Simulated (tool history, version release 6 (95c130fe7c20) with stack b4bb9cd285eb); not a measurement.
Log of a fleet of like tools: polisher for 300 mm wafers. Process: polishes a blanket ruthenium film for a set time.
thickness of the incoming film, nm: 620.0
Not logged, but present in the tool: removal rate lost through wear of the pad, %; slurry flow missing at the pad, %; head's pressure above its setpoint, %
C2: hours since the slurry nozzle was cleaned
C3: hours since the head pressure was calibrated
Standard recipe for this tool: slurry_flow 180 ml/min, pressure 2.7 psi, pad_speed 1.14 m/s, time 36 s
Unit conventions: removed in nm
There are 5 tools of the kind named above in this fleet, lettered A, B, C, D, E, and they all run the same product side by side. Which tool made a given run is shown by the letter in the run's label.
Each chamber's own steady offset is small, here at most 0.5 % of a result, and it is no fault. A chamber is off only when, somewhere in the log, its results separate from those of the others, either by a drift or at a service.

At hour 6.6: chamber D: worn pad replaced by a new one.
Run 1D, hour 12.3: usual settings; wafers polished on this pad 69; C2 565; C3 77.8. Result: removed 69.637 nm.
At hour 17.8: chamber A: worn pad replaced by a new one.
Run 2C, hour 26.5: usual settings; wafers polished on this pad 519; C2 114.2; C3 158.1. Result: removed 71.179 nm.
Run 3E, hour 34.7: usual settings; wafers polished on this pad 1034; C2 98.3; C3 379.7. Result: removed 69.69 nm.
Run 4B, hour 46.2: usual settings; wafers polished on this pad 754; C2 673.7; C3 654.3. Result: removed 68.14 nm.
Run 5A, hour 56.6: usual settings; wafers polished on this pad 470; C2 80.2; C3 740.9. Result: removed 69.135 nm.
Run 6E, hour 68.6: usual settings; wafers polished on this pad 1445; C2 132.2; C3 413.6. Result: removed 70.662 nm.
At hour 70.2: chamber E: worn pad replaced by a new one.
At hour 70.3: chamber B: worn pad replaced by a new one.
Run 7D, hour 79.9: usual settings; wafers polished on this pad 889; C2 632.6; C3 145.4. Result: removed 70.358 nm.
At hour 81: chamber C: worn pad replaced by a new one.
Run 8A, hour 89.1: usual settings; wafers polished on this pad 865; C2 112.7; C3 773.4. Result: removed 70.066 nm.
At hour 91.6: chamber D: worn pad replaced by a new one.
Run 9B, hour 95.9: usual settings; wafers polished on this pad 310; C2 723.4; C3 704. Result: removed 70.186 nm.
At hour 99.4: chamber D: slurry nozzle cleaned.
At hour 105.5: chamber A: worn pad replaced by a new one.
Run 10C, hour 106.6: usual settings but time 29 s; wafers polished on this pad 311; C2 194.3; C3 238.2. Result: removed 56.736 nm.
Run 11A, hour 117.8: usual settings but time 29 s; wafers polished on this pad 150; C2 141.4; C3 802.1. Result: removed 55.831 nm.
Run 12D, hour 125.2: usual settings but time 29 s; wafers polished on this pad 408; C2 25.9; C3 190.7. Result: removed 56.4 nm.
Run 13E, hour 133.4: usual settings but time 29 s; wafers polished on this pad 767; C2 197; C3 478.4. Result: removed 56.854 nm.
Run 14C, hour 140.7: usual settings but time 29 s; wafers polished on this pad 725; C2 228.4; C3 272.3. Result: removed 56.572 nm.
At hour 145.5: chamber E: head pressure recalibrated.
At hour 145.6: chamber B: worn pad replaced by a new one.
Run 15B, hour 154.4: usual settings but pressure 3 psi; wafers polished on this pad 107; C2 781.9; C3 762.5. Result: removed 77.796 nm.
Run 16B, hour 166: usual settings but pressure 3 psi; wafers polished on this pad 248; C2 793.5; C3 774.1. Result: removed 78.018 nm.
At hour 166.1: chamber B: slurry nozzle cleaned.
At hour 172.3: chamber C: slurry nozzle cleaned.
At hour 174.8: chamber E: worn pad replaced by a new one.
Run 17E, hour 177.3: usual settings but pressure 3 psi; wafers polished on this pad 30; C2 240.9; C3 31.8. Result: removed 84.066 nm.
At hour 188.9: chamber D: worn pad replaced by a new one.
Run 18A, hour 191.6: usual settings but pressure 3 psi; wafers polished on this pad 1045; C2 215.2; C3 875.9. Result: removed 77.761 nm.
At hour 195.4: chamber A: worn pad replaced by a new one.
Run 19C, hour 206.1: usual settings but pressure 3 psi; wafers polished on this pad 1518; C2 33.9; C3 337.7. Result: removed 79.117 nm.
At hour 209.7: chamber C: worn pad replaced by a new one.
Run 20D, hour 215.9: usual settings; wafers polished on this pad 328; C2 116.6; C3 281.4. Result: removed 70.524 nm.
At hour 226.1: chamber B: worn pad replaced by a new one.
Run 21D, hour 229: usual settings; wafers polished on this pad 486; C2 129.7; C3 294.5. Result: removed 70.623 nm.
Run 22C, hour 237.8: usual settings; wafers polished on this pad 340; C2 65.6; C3 369.4. Result: removed 69.453 nm.
Run 23E, hour 248.4: usual settings; wafers polished on this pad 892; C2 312; C3 102.9. Result: removed 77.441 nm.
Run 24A, hour 263.1: usual settings; wafers polished on this pad 821; C2 286.7; C3 947.4. Result: removed 69.373 nm.
At hour 265.4: chamber D: worn pad replaced by a new one.
Run 25B, hour 271.5: usual settings but pad_speed 0.94 m/s, time 41 s; wafers polished on this pad 551; C2 105.5; C3 879.6. Result: removed 65.729 nm.
At hour 279.8: chamber E: slurry nozzle cleaned.
At hour 280.1: chamber A: worn pad replaced by a new one.
Run 26A, hour 283.2: usual settings but pad_speed 0.94 m/s, time 41 s; wafers polished on this pad 38; C2 306.8; C3 967.5. Result: removed 65.205 nm.
At hour 284.6: chamber E: worn pad replaced by a new one.
Run 27C, hour 291.5: usual settings but pad_speed 0.94 m/s, time 41 s; wafers polished on this pad 992; C2 119.3; C3 423.1. Result: removed 66.388 nm.
Run 28E, hour 305.9: usual settings but pad_speed 0.94 m/s, time 41 s; wafers polished on this pad 259; C2 26.2; C3 160.4. Result: removed 71.815 nm.
At hour 310.6: chamber B: head pressure recalibrated.
At hour 314.2: chamber A: slurry nozzle cleaned.
At hour 317.2: chamber A: head pressure recalibrated.
Run 29D, hour 319: usual settings but pad_speed 0.94 m/s, time 41 s; wafers polished on this pad 651; C2 219.7; C3 384.5. Result: removed 66.653 nm.
At hour 320.1: chamber B: worn pad replaced by a new one.
At hour 322.5: chamber C: worn pad replaced by a new one.
Run 30B, hour 329.9: usual settings; wafers polished on this pad 119; C2 163.9; C3 19.4. Result: removed 68.962 nm.
Run 31A, hour 342.4: usual settings; wafers polished on this pad 756; C2 28.2; C3 25.2. Result: removed 69.377 nm.
Run 32D, hour 356.5: usual settings; wafers polished on this pad 1105; C2 257.2; C3 422. Result: removed 71.634 nm.
Run 33E, hour 370.5: usual settings; wafers polished on this pad 1042; C2 90.8; C3 225. Result: removed 77.313 nm.
Run 34C, hour 382.3: usual settings; wafers polished on this pad 726; C2 210.1; C3 513.9. Result: removed 70.158 nm.
Run 35B, hour 390.5: usual settings; wafers polished on this pad 853; C2 224.5; C3 80. Result: removed 69.092 nm.
At hour 393: chamber E: worn pad replaced by a new one.
Run 36C, hour 405.3: usual settings; wafers polished on this pad 1005; C2 233.1; C3 536.9. Result: removed 69.683 nm.
At hour 416.8: chamber B: worn pad replaced by a new one.
Run 37E, hour 417.6: usual settings; wafers polished on this pad 299; C2 137.9; C3 272.1. Result: removed 76.008 nm.
Run 38B, hour 429.5: usual settings; wafers polished on this pad 154; C2 263.5; C3 119. Result: removed 69.308 nm.

Next, all 5 chambers run the settings below, one line each with question marks for the results. What does each chamber give?
Run 39A, hour 440.4: usual settings. Result: removed ?.
Run 39B, hour 440.4: usual settings. Result: removed ?.
Run 39C, hour 440.4: usual settings. Result: removed ?.
Run 39D, hour 440.4: usual settings. Result: removed ?.
Run 39E, hour 440.4: usual settings. Result: removed ?.

run  removed
39A   68.587
39B   70.473
39C   70.508
39D   69.674
39E   75.994
